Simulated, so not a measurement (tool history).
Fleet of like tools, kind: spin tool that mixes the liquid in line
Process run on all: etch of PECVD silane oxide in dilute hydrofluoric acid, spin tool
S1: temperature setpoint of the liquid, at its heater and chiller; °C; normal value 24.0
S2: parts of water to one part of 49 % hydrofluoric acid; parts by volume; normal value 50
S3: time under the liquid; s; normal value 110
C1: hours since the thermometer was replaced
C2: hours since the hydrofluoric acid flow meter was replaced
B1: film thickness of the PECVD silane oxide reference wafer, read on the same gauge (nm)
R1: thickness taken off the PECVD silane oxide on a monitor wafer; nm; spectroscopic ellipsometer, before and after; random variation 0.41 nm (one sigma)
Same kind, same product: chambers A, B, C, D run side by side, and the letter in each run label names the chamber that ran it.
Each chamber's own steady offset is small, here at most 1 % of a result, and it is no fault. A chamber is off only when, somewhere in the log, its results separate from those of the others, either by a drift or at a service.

{"run": "1A", "hour": 8.4, "S1": 24.0, "S2": 50, "S3": 110, "C1": 376.2, "C2": 207.7, "B1": 150.0, "R1": 49.652}
{"run": "2D", "hour": 16.9, "S1": 24.0, "S2": 50, "S3": 110, "C1": 1867.7, "C2": 747.8, "B1": 149.98, "R1": 49.961}
{"run": "3C", "hour": 29.3, "S1": 24.0, "S2": 50, "S3": 110, "C1": 1058.4, "C2": 1192.3, "B1": 150.01, "R1": 49.857}
{"run": "4B", "hour": 40.6, "S1": 24.0, "S2": 50, "S3": 110, "C1": 1084.7, "C2": 539.5, "B1": 150.0, "R1": 50.491}
{"run": "5C", "hour": 54.1, "S1": 21.5, "S2": 25, "S3": 110, "C1": 1083.2, "C2": 1217.1, "B1": 149.99, "R1": 94.501}
{"run": "6A", "hour": 64.7, "S1": 21.5, "S2": 25, "S3": 110, "C1": 432.5, "C2": 264.0, "B1": 150.0, "R1": 93.111}
{"run": "7B", "hour": 77.4, "S1": 21.5, "S2": 25, "S3": 110, "C1": 1121.5, "C2": 576.3, "B1": 150.0, "R1": 94.671}
{"run": "8D", "hour": 87.2, "S1": 21.5, "S2": 25, "S3": 110, "C1": 1938.0, "C2": 818.1, "B1": 150.03, "R1": 92.304}
{"run": "9D", "hour": 94.7, "S1": 24.0, "S2": 50, "S3": 110, "C1": 1945.5, "C2": 825.6, "B1": 149.99, "R1": 49.283}
{"run": "10C", "hour": 103.8, "S1": 24.0, "S2": 50, "S3": 110, "C1": 1132.9, "C2": 1266.8, "B1": 149.99, "R1": 49.925}
{"run": "11B", "hour": 116.8, "S1": 24.0, "S2": 50, "S3": 110, "C1": 1160.9, "C2": 615.7, "B1": 150.0, "R1": 50.249}
{"run": "12A", "hour": 125.4, "S1": 24.0, "S2": 50, "S3": 110, "C1": 493.2, "C2": 324.7, "B1": 150.0, "R1": 51.011}
{"run": "13B", "hour": 132.0, "S1": 28.0, "S2": 70, "S3": 110, "C1": 1176.1, "C2": 630.9, "B1": 149.99, "R1": 41.657}
{"run": "14D", "hour": 140.4, "S1": 28.0, "S2": 70, "S3": 110, "C1": 1991.2, "C2": 871.3, "B1": 149.99, "R1": 40.963}
{"run": "15A", "hour": 148.9, "S1": 28.0, "S2": 70, "S3": 110, "C1": 516.7, "C2": 348.2, "B1": 150.0, "R1": 41.419}
{"run": "16C", "hour": 156.2, "S1": 28.0, "S2": 70, "S3": 110, "C1": 1185.3, "C2": 1319.2, "B1": 150.0, "R1": 41.026}
{"run": "17A", "hour": 165.5, "S1": 21.5, "S2": 35, "S3": 110, "C1": 533.3, "C2": 364.8, "B1": 150.0, "R1": 67.698}
{"run": "18B", "hour": 176.4, "S1": 21.5, "S2": 35, "S3": 110, "C1": 1220.5, "C2": 675.3, "B1": 149.98, "R1": 66.497}
{"run": "19C", "hour": 186.3, "S1": 21.5, "S2": 35, "S3": 110, "C1": 1215.4, "C2": 1349.3, "B1": 150.01, "R1": 66.845}
{"run": "20D", "hour": 193.4, "S1": 21.5, "S2": 35, "S3": 110, "C1": 2044.2, "C2": 924.3, "B1": 150.0, "R1": 65.546}
{"run": "21D", "hour": 206.6, "S1": 26.0, "S2": 50, "S3": 155, "C1": 2057.4, "C2": 937.5, "B1": 150.0, "R1": 76.516}
{"run": "22C", "hour": 213.9, "S1": 26.0, "S2": 50, "S3": 155, "C1": 1243.0, "C2": 1376.9, "B1": 149.99, "R1": 77.666}
{"run": "23B", "hour": 226.6, "S1": 26.0, "S2": 50, "S3": 155, "C1": 1270.7, "C2": 725.5, "B1": 150.01, "R1": 77.344}
{"run": "24A", "hour": 236.8, "S1": 26.0, "S2": 50, "S3": 155, "C1": 604.6, "C2": 436.1, "B1": 150.0, "R1": 80.162}
{"run": "25A", "hour": 244.6, "S1": 24.0, "S2": 50, "S3": 110, "C1": 612.4, "C2": 443.9, "B1": 150.0, "R1": 53.043}
{"run": "26B", "hour": 258.2, "S1": 24.0, "S2": 50, "S3": 110, "C1": 1302.3, "C2": 757.1, "B1": 149.99, "R1": 50.947}
{"run": "27D", "hour": 265.2, "S1": 24.0, "S2": 50, "S3": 110, "C1": 2116.0, "C2": 996.1, "B1": 150.01, "R1": 49.733}
{"run": "28C", "hour": 274.4, "S1": 22.0, "S2": 50, "S3": 140, "C1": 1303.5, "C2": 1437.4, "B1": 150.0, "R1": 59.283}
{"run": "29D", "hour": 281.2, "S1": 22.0, "S2": 50, "S3": 140, "C1": 2132.0, "C2": 1012.1, "B1": 150.0, "R1": 58.241}
{"run": "30C", "hour": 289.9, "S1": 22.0, "S2": 50, "S3": 140, "C1": 1319.0, "C2": 1452.9, "B1": 150.01, "R1": 58.727}
{"run": "31A", "hour": 297.3, "S1": 22.0, "S2": 50, "S3": 140, "C1": 665.1, "C2": 496.6, "B1": 150.01, "R1": 62.414}
{"run": "32B", "hour": 309.0, "S1": 24.0, "S2": 50, "S3": 110, "C1": 1353.1, "C2": 807.9, "B1": 150.01, "R1": 50.475}
{"run": "33C", "hour": 318.2, "S1": 24.0, "S2": 50, "S3": 110, "C1": 1347.3, "C2": 1481.2, "B1": 150.02, "R1": 50.269}

Decide between three cases: one chamber stands off from its peers, the gauge reading all wafers drifts, or nothing is wrong past each chamber's small offset. Where a chamber is off, say which and what most likely put it there.

It is chamber A that slowly wanders off from its peers.
Likeliest cause: hydrofluoric acid flow above the setpoint (%) = 8.16.
From this log alone, it may not be told apart from: liquid hotter than its thermometer reads (K).

Chamber A could run next with any of the 4 candidate recipes listed below; each alters the usual settings, and their results appear as question marks. Which one brings its results back in line with what the other chambers deliver on the usual settings?
To be in line, a result may differ from the other chambers' mean on the usual settings by at most: R1 1.400 nm
{"run": "34A-1", "hour": 328.6, "S1": 23.5, "S2": 55, "S3": 110, "R1": "?"}
{"run": "34A-2", "hour": 328.6, "S1": 22.0, "S2": 50, "S3": 110, "R1": "?"}
{"run": "34A-3", "hour": 328.6, "S1": 26.0, "S2": 50, "S3": 110, "R1": "?"}
{"run": "34A-4", "hour": 328.6, "S1": 27.0, "S2": 50, "S3": 110, "R1": "?"}

Average result of the remaining chambers running the usual settings: R1 50.266 nm
run=34A-1 R1=47.909
run=34A-2 R1=49.793
run=34A-3 R1=58.781
run=34A-4 R1=61.209
The answer is 34A-2, which returns the chamber to within the allowed miss of the others.
